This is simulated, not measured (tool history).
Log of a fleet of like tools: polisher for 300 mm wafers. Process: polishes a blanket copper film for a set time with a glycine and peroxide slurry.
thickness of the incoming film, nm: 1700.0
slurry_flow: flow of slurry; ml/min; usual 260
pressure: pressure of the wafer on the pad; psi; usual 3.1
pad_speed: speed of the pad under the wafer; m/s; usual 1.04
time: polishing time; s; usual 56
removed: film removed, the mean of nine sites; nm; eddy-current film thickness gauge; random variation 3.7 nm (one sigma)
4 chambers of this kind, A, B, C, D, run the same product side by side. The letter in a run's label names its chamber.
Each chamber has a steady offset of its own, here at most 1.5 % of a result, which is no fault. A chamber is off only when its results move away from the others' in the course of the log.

run,hour,slurry_flow,pressure,pad_speed,time,wafers polished on this pad,hours since the slurry nozzle was cleaned,hours since the head pressure was calibrated,removed
1B,4.0,260,3.1,1.04,56,1049,48.1,902.2,373.92
# hour 5.3: chamber B: worn pad replaced by a new one
2C,7.6,260,3.1,1.04,56,868,76.3,281.1,374.75
# hour 8.3: chamber A: worn pad replaced by a new one
3A,11.8,260,3.1,1.04,56,52,63.1,306.7,376.78
4D,18.9,260,3.1,1.04,56,886,81.5,320.4,371.76
5B,22.2,260,3.1,1.04,70,250,66.3,920.4,471.92
6A,26.5,260,3.1,1.04,70,269,77.8,321.4,466.83
7C,32.3,260,3.1,1.04,70,1233,101.0,305.8,471.96
8D,37.4,260,3.1,1.04,70,1159,100.0,338.9,466.68
9B,44.4,260,3.1,1.04,56,578,88.5,942.6,370.19
# hour 48.6: chamber A: worn pad replaced by a new one
10C,50.1,260,3.1,1.04,56,1497,118.8,323.6,371.52
11D,55.5,260,3.1,1.04,56,1426,118.1,357.0,376.43
# hour 58.4: chamber D: worn pad replaced by a new one
12A,60.7,320,3.1,1.04,56,179,112.0,355.6,377.93
# hour 63.2: chamber D: head pressure recalibrated
# hour 64.1: chamber C: worn pad replaced by a new one
13C,67.4,320,3.1,1.04,56,48,136.1,340.9,387.53
14A,70.5,320,3.1,1.04,56,324,121.8,365.4,375.47
15D,77.1,320,3.1,1.04,56,277,139.7,14.0,353.53
16B,81.6,260,3.1,1.04,56,1128,125.7,979.8,374.24
# hour 83.2: chamber B: worn pad replaced by a new one
17B,85.6,260,3.1,1.04,56,36,129.7,983.8,371.10
18A,92.5,260,3.1,1.04,56,649,143.8,387.4,365.61
# hour 96.3: chamber A: worn pad replaced by a new one
19C,97.0,260,3.1,1.04,56,486,165.7,370.5,376.88
20D,101.3,260,3.1,1.04,56,635,163.9,38.2,338.63
21D,107.4,260,3.1,1.04,56,725,170.0,44.3,343.04
22C,110.9,260,2.3,1.04,56,691,179.6,384.4,297.97
23B,115.5,260,2.3,1.04,56,477,159.6,1013.7,295.24
24A,121.6,260,2.3,1.04,56,375,172.9,416.5,287.06
25C,124.8,260,2.3,1.04,56,897,193.5,398.3,296.51
26B,131.9,260,3.1,1.04,56,720,176.0,1030.1,377.41
27D,137.4,260,3.1,1.04,56,1168,200.0,74.3,342.06
28A,142.8,260,3.1,1.04,56,688,194.1,437.7,368.88
# hour 145.8: chamber A: worn pad replaced by a new one
29A,148.7,260,3.1,1.04,56,42,200.0,443.6,369.26
# hour 149.9: chamber D: worn pad replaced by a new one
30D,153.3,260,3.1,1.04,56,51,215.9,90.2,341.28

Is one chamber off against the others, does the gauge drift, or is nothing wrong? If a chamber is off, say which, and what the likeliest cause is.

A service left chamber D off against the others.
Cause: head's pressure below its setpoint, % = 9.66.

Here are 4 candidates for chamber D's next run, each the usual settings with a change, their results left as question marks. Which one brings its results back in line with what the others give on the usual settings?
In line means no further than this from the other chambers' mean on the usual settings: removed 13.00 nm
31D-1,158.4,260,3.1,1.04,57,,,,?
31D-2,158.4,260,3.1,1.04,51,,,,?
31D-3,158.4,260,3.2,1.08,58,,,,?
31D-4,158.4,260,3.1,1.04,55,,,,?

The other chambers' mean on the usual settings: removed 372.93 nm
run,removed
31D-1,351.14
31D-2,314.18
31D-3,378.59
31D-4,338.82
31D-3 brings the chamber back in line.

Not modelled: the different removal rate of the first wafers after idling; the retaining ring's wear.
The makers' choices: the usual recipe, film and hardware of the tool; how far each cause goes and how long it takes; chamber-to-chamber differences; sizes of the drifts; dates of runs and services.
